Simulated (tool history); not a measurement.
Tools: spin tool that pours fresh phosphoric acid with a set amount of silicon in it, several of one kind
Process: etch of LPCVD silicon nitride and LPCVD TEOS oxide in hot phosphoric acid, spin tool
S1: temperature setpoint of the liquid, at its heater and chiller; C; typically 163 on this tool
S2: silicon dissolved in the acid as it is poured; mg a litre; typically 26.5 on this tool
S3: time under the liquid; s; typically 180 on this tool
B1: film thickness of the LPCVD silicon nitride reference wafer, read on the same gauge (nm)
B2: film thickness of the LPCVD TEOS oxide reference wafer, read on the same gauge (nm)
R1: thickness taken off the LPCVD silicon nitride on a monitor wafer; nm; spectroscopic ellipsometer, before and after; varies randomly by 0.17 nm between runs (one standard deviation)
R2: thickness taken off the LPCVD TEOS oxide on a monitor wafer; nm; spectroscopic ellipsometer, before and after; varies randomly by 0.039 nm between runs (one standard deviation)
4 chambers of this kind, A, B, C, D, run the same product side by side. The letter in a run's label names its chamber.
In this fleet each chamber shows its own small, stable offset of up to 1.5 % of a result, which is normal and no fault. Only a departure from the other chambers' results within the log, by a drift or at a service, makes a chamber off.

run,hour,S1,S2,S3,B1,B2,R1,R2
1B,7.1,163,26.5,180,70.009,119.98,17.063,0.32185
2C,12.9,163,26.5,180,70.004,119.97,17.242,0.32317
3D,22.1,163,26.5,180,70.015,120,17.514,0.31653
4A,28.3,163,26.5,180,69.986,119.96,17.218,0.24065
5D,36.1,163,26.5,180,70.046,120,17.021,0.32277
6A,41.7,163,26.5,180,70.013,119.99,16.945,0.36486
7C,49,163,26.5,180,69.981,119.99,17.042,0.30856
8B,53.8,163,26.5,180,70.039,119.98,16.958,0.29088
9A,62.6,163,26.5,180,70,120,17.103,0.41023
10C,70.8,163,26.5,180,69.976,119.98,16.902,0.35241
11D,76.1,163,26.5,180,70.014,120,17.271,0.32887
12B,86.3,163,26.5,180,69.984,119.99,17.164,0.39621
13C,94.6,163,26.5,180,69.999,120.03,16.545,0.30837
14D,102.2,163,26.5,180,70.051,120.01,17.353,0.32073
15A,107.7,163,26.5,180,69.98,119.98,17.223,0.37741
16B,113.6,163,26.5,180,70.029,120,17.201,0.28066
17A,118.5,163,26.5,90,70.034,120.01,8.5643,0.17639
18B,128.4,163,26.5,90,69.965,119.99,8.5591,0.15313
19C,139.1,163,26.5,90,69.984,120.01,8.0122,0.14689
20D,149.2,163,26.5,90,69.999,120,8.5445,0.13108
21C,155.9,163,26.5,180,69.985,119.98,15.845,0.23424
# hour 158: chamber C: dissolved silicon flow meter replaced
22B,166.7,163,26.5,180,70.001,119.99,17.204,0.24126
23D,175.7,163,26.5,245,70.044,120.03,23.566,0.43715
24A,185.7,163,26.5,245,70.029,120.04,22.996,0.50321
25D,191.9,163,26.5,245,69.983,119.99,23.837,0.42498
26B,196.9,163,26.5,245,70.023,120.02,23.366,0.40736
27C,203.4,163,26.5,180,69.99,119.98,15.734,0.27992
28A,211.2,163,26.5,180,70.023,119.99,17.247,0.31927
29B,217.4,163,26.5,180,70.021,119.98,16.826,0.36102
30C,224.2,163,26.5,180,69.998,120.01,15.516,0.27448
31A,230.6,163,26.5,180,69.968,119.99,17.183,0.37475
32D,238,163,26.5,180,69.982,119.99,17.154,0.38861
33C,247.7,163,26.5,180,69.977,120.01,15.268,0.24595
34B,254.4,163,26.5,180,69.975,120.01,17.052,0.27055
35A,264.3,161.5,26.5,180,69.997,120.01,16.17,0.312
36D,271,161.5,26.5,180,69.983,120.01,16.321,0.30457

What goes on in this fleet: one chamber off, a drifting gauge, or nothing beyond the chambers' own small offsets? Name the chamber and the cause, if any.

One chamber, C, drifts off from the rest bit by bit.
Cause: temperature lost on the way to the wafer (K) = 3.68.

Here are 4 candidates for chamber C's next run, each the usual settings with a change, their results left as question marks. Which one brings its results back in line with what the others give on the usual settings?
In line here means within this much of the mean the other chambers give on the usual settings: R1 0.59 nm; R2 0.14 nm
37C-1,278.9,163,24.5,190,,,?,?
37C-2,278.9,163,22,205,,,?,?
37C-3,278.9,163,28.5,170,,,?,?
37C-4,278.9,163,30.5,160,,,?,?

Mean of the other chambers on the usual settings: R1 17.093 nm; R2 0.32389 nm
run,R1,R2
37C-1,15.882,0.26756
37C-2,17.136,0.31235
37C-3,14.21,0.208
37C-4,13.374,0.18099
With 37C-2, the chamber falls back in line with the rest.
